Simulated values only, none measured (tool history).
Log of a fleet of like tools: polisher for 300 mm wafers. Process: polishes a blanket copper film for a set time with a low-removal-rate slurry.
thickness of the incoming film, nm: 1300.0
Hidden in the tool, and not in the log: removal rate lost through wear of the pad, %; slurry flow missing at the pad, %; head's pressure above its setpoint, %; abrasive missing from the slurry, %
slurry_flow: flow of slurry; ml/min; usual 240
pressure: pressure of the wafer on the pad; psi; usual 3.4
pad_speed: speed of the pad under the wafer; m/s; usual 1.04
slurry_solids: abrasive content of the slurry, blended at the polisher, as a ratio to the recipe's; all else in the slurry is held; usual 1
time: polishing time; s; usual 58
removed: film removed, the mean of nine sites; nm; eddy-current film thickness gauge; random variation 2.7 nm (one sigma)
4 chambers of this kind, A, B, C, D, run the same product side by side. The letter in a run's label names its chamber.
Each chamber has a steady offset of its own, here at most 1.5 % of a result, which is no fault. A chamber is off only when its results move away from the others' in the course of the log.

| run | day | slurry_flow | pressure | pad_speed | slurry_solids | time | wafers polished on this pad | hours since the slurry nozzle was cleaned | hours since the head pressure was calibrated | hours since the slurry blender was calibrated | removed |
|---|---|---|---|---|---|---|---|---|---|---|---|
| 1A | 0.358 | 240 | 3.4 | 1.04 | 1 | 58 | 519 | 325.7 | 293.7 | 84.8 | 226.92 |
| 2D | 0.596 | 240 | 3.4 | 1.04 | 1 | 58 | 865 | 337.5 | 241.0 | 15.2 | 218.18 |
|  | 0.958 | chamber D: worn pad replaced by a new one |
| 3C | 0.996 | 240 | 3.4 | 1.04 | 1 | 58 | 241 | 585.1 | 442.7 | 73.8 | 221.60 |
| 4B | 1.262 | 240 | 3.4 | 1.04 | 1 | 58 | 590 | 306.6 | 104.8 | 318.1 | 229.43 |
|  | 1.421 | chamber B: slurry nozzle cleaned |
| 5B | 1.483 | 240 | 3.4 | 1.04 | 1 | 58 | 627 | 1.6 | 110.1 | 323.4 | 225.50 |
| 6A | 1.771 | 240 | 3.4 | 1.04 | 1 | 58 | 758 | 359.6 | 327.6 | 118.7 | 226.28 |
|  | 2.129 | chamber C: slurry nozzle cleaned |
| 7D | 2.175 | 240 | 3.4 | 1.04 | 1 | 58 | 205 | 375.4 | 278.9 | 53.1 | 223.48 |
| 8C | 2.571 | 240 | 3.4 | 1.04 | 1 | 58 | 507 | 10.7 | 480.5 | 111.6 | 218.47 |
| 9C | 2.862 | 240 | 3.4 | 1.04 | 1 | 58 | 556 | 17.7 | 487.5 | 118.6 | 221.41 |
|  | 2.888 | chamber A: slurry blender recalibrated |
|  | 2.904 | chamber C: slurry blender recalibrated |
| 10B | 3.142 | 240 | 3.4 | 1.04 | 1 | 58 | 907 | 41.4 | 149.9 | 363.2 | 229.61 |
| 11D | 3.567 | 240 | 3.4 | 1.04 | 1 | 58 | 440 | 408.8 | 312.3 | 86.5 | 221.03 |
|  | 3.867 | chamber C: worn pad replaced by a new one |
| 12A | 3.908 | 240 | 3.4 | 1.04 | 1 | 58 | 1119 | 410.9 | 378.9 | 24.6 | 227.67 |
| 13D | 4.154 | 240 | 3.4 | 0.78 | 1 | 65 | 539 | 422.9 | 326.4 | 100.6 | 189.06 |
| 14B | 4.458 | 240 | 3.4 | 0.78 | 1 | 65 | 1129 | 73.0 | 181.5 | 394.8 | 184.30 |
| 15A | 4.838 | 240 | 3.4 | 0.78 | 1 | 65 | 1275 | 433.2 | 401.2 | 46.9 | 189.63 |
|  | 4.929 | chamber A: worn pad replaced by a new one |
| 16C | 5.271 | 240 | 3.4 | 0.78 | 1 | 65 | 237 | 75.5 | 545.3 | 56.9 | 183.72 |
| 17A | 5.667 | 240 | 3.4 | 1.04 | 1 | 58 | 125 | 453.1 | 421.1 | 66.8 | 226.33 |
|  | 5.704 | chamber D: worn pad replaced by a new one |
|  | 5.950 | chamber C: head pressure recalibrated |
|  | 6.083 | chamber B: slurry blender recalibrated |
| 18C | 6.092 | 240 | 3.4 | 1.04 | 1 | 58 | 376 | 95.2 | 3.5 | 76.6 | 225.25 |
| 19D | 6.429 | 240 | 3.4 | 1.04 | 1 | 58 | 123 | 477.5 | 381.0 | 155.2 | 219.88 |
| 20B | 6.825 | 285 | 3.4 | 1.04 | 1 | 58 | 1529 | 129.8 | 238.3 | 17.9 | 207.74 |
| 21B | 7.217 | 285 | 3.4 | 1.04 | 1 | 58 | 1595 | 139.2 | 247.7 | 27.3 | 210.17 |
|  | 7.396 | chamber C: slurry blender recalibrated |
| 22C | 7.454 | 285 | 3.4 | 1.04 | 1 | 58 | 606 | 127.9 | 36.2 | 1.4 | 226.11 |
| 23A | 7.646 | 285 | 3.4 | 1.04 | 1 | 58 | 459 | 500.6 | 468.6 | 114.3 | 230.08 |
| 24D | 7.971 | 240 | 3.4 | 1.04 | 1 | 58 | 383 | 514.5 | 418.0 | 192.2 | 219.14 |

What goes on in this fleet: one chamber off, a drifting gauge, or nothing beyond the chambers' own small offsets? Name the chamber and the cause, if any.

Chamber B drifts away from the others.
Cause: removal rate lost through wear of the pad, % = 10.6.
The log may not tell that from: head's pressure below its setpoint, %.

Here are 4 candidates for chamber B's next run, each the usual settings with a change, their results left as question marks. Which one brings its results back in line with what the others give on the usual settings?
In line means no further than this from the other chambers' mean on the usual settings: removed 9.50 nm
| 25B-1 | 8.292 | 235 | 3.4 | 0.94 | 1.00 | 58 |  |  |  |  | ? |
| 25B-2 | 8.292 | 240 | 3.4 | 1.04 | 1.00 | 64 |  |  |  |  | ? |
| 25B-3 | 8.292 | 240 | 3.4 | 1.04 | 0.85 | 58 |  |  |  |  | ? |
| 25B-4 | 8.292 | 295 | 3.4 | 1.04 | 1.00 | 58 |  |  |  |  | ? |

The other chambers' mean on the usual settings: removed 222.98 nm
| run | removed |
|---|---|
| 25B-1 | 180.95 |
| 25B-2 | 221.32 |
| 25B-3 | 193.87 |
| 25B-4 | 204.86 |
25B-2 brings the chamber back in line.
